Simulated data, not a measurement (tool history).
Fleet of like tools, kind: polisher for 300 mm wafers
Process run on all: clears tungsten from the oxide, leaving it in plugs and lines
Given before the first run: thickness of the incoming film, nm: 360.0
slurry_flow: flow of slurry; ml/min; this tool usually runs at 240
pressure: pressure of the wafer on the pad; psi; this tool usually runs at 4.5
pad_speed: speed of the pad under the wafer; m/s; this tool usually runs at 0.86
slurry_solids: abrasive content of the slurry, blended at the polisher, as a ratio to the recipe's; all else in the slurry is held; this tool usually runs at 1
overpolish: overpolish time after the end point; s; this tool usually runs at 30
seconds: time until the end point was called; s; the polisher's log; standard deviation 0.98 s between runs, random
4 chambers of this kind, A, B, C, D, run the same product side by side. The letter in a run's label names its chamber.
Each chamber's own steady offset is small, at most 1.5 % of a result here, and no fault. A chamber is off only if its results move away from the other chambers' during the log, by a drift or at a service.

At day 0.121: chamber C: worn pad replaced by a new one.
At day 0.171: chamber C: slurry nozzle cleaned.
Run 1C, day 0.333: usual settings. Result: seconds 62.604 s.
Run 2A, day 0.858: usual settings. Result: seconds 62.056 s.
At day 1.146: chamber D: worn pad replaced by a new one.
Run 3B, day 1.154: usual settings. Result: seconds 62.395 s.
At day 1.312: chamber A: slurry tank refilled with fresh slurry and peroxide.
At day 1.367: chamber A: worn pad replaced by a new one.
Run 4D, day 1.683: usual settings. Result: seconds 60.598 s.
At day 1.817: chamber D: slurry tank refilled with fresh slurry and peroxide.
Run 5D, day 1.954: usual settings. Result: seconds 62.701 s.
At day 1.958: chamber D: slurry nozzle cleaned.
Run 6A, day 2.296: usual settings. Result: seconds 61.885 s.
At day 2.688: chamber B: slurry tank refilled with fresh slurry and peroxide.
Run 7B, day 2.742: usual settings but pressure 3.7 psi. Result: seconds 75.753 s.
Run 8C, day 3.133: usual settings but pressure 3.7 psi. Result: seconds 76.556 s.
At day 3.296: chamber B: worn pad replaced by a new one.
At day 3.392: chamber D: slurry blender recalibrated.
At day 3.45: chamber B: head pressure recalibrated.
Run 9C, day 3.45: usual settings but pressure 3.7 psi. Result: seconds 74.996 s.
At day 3.558: chamber C: worn pad replaced by a new one.
At day 3.721: chamber A: slurry nozzle cleaned.
Run 10D, day 3.962: usual settings but pressure 3.7 psi. Result: seconds 76.966 s.
At day 4.021: chamber A: slurry tank refilled with fresh slurry and peroxide.
Run 11B, day 4.221: usual settings. Result: seconds 63.027 s.
At day 4.279: chamber B: slurry blender recalibrated.
At day 4.396: chamber C: slurry tank refilled with fresh slurry and peroxide.
At day 4.554: chamber D: worn pad replaced by a new one.
Run 12A, day 4.588: usual settings. Result: seconds 61.912 s.
At day 4.746: chamber C: slurry blender recalibrated.
Run 13A, day 4.921: usual settings but pressure 5.9 psi, slurry_solids 0.85. Result: seconds 48.651 s.
Run 14B, day 5.179: usual settings but pressure 5.9 psi, slurry_solids 0.85. Result: seconds 49.219 s.
At day 5.292: chamber D: slurry tank refilled with fresh slurry and peroxide.
Run 15C, day 5.542: usual settings but pressure 5.9 psi, slurry_solids 0.85. Result: seconds 50.136 s.
At day 5.804: chamber C: head pressure recalibrated.
Run 16D, day 5.908: usual settings but pressure 5.9 psi, slurry_solids 0.85. Result: seconds 50.394 s.
Run 17C, day 6.446: usual settings but slurry_flow 290 ml/min. Result: seconds 61.168 s.
At day 6.888: chamber B: worn pad replaced by a new one.
Run 18B, day 6.971: usual settings but slurry_flow 290 ml/min. Result: seconds 60.287 s.
At day 7.142: chamber A: slurry tank refilled with fresh slurry and peroxide.
Run 19A, day 7.254: usual settings but slurry_flow 290 ml/min. Result: seconds 61.438 s.
At day 7.475: chamber C: worn pad replaced by a new one.
At day 7.529: chamber B: slurry tank refilled with fresh slurry and peroxide.
Run 20D, day 7.75: usual settings but slurry_flow 290 ml/min. Result: seconds 60.482 s.
At day 8.067: chamber D: worn pad replaced by a new one.
At day 8.242: chamber A: worn pad replaced by a new one.
Run 21D, day 8.296: usual settings. Result: seconds 61.573 s.
Run 22C, day 8.754: usual settings. Result: seconds 61.814 s.
Run 23B, day 9.012: usual settings. Result: seconds 62.537 s.
At day 9.179: chamber D: slurry tank refilled with fresh slurry and peroxide.
Run 24A, day 9.358: usual settings. Result: seconds 61.92 s.
Run 25B, day 9.879: usual settings. Result: seconds 62.105 s.
At day 9.892: chamber D: slurry blender recalibrated.
Run 26C, day 10.196: usual settings. Result: seconds 60.939 s.
At day 10.275: chamber A: slurry tank refilled with fresh slurry and peroxide.
At day 10.304: chamber B: worn pad replaced by a new one.
Run 27D, day 10.604: usual settings. Result: seconds 60.869 s.
Run 28A, day 10.883: usual settings. Result: seconds 60.643 s.
At day 11.133: chamber B: slurry nozzle cleaned.
At day 11.25: chamber C: worn pad replaced by a new one.
At day 11.396: chamber D: worn pad replaced by a new one.
Run 29A, day 11.433: usual settings. Result: seconds 61.712 s.
At day 11.554: chamber C: slurry tank refilled with fresh slurry and peroxide.
At day 11.667: chamber A: head pressure recalibrated.
Run 30D, day 11.688: usual settings. Result: seconds 61.693 s.
At day 11.979: chamber B: slurry tank refilled with fresh slurry and peroxide.
Run 31B, day 12.017: usual settings but pressure 3.7 psi, overpolish 39 s. Result: seconds 72.886 s.
Run 32C, day 12.312: usual settings but pressure 3.7 psi, overpolish 39 s. Result: seconds 78.617 s.
Run 33B, day 12.567: usual settings but pressure 3.7 psi, overpolish 39 s. Result: seconds 73.742 s.
At day 12.788: chamber D: slurry tank refilled with fresh slurry and peroxide.
Run 34C, day 13.008: usual settings but pressure 3.7 psi, overpolish 39 s. Result: seconds 78.062 s.
Run 35A, day 13.275: usual settings but overpolish 42 s. Result: seconds 62.802 s.
Run 36D, day 13.658: usual settings but overpolish 42 s. Result: seconds 61.616 s.
At day 13.662: chamber A: slurry tank refilled with fresh slurry and peroxide.
At day 13.983: chamber B: worn pad replaced by a new one.
Run 37C, day 14.129: usual settings but overpolish 42 s. Result: seconds 60.47 s.
Run 38A, day 14.438: usual settings but overpolish 42 s. Result: seconds 62.571 s.
Run 39B, day 14.779: usual settings. Result: seconds 61.252 s.

Does one chamber stand apart from the rest, does the shared gauge drift, or is all well apart from small per-chamber offsets? Give the chamber and the most likely cause, where there is one.

No chamber is off and the gauge is stable; the differences are just each chamber's small, constant offset.
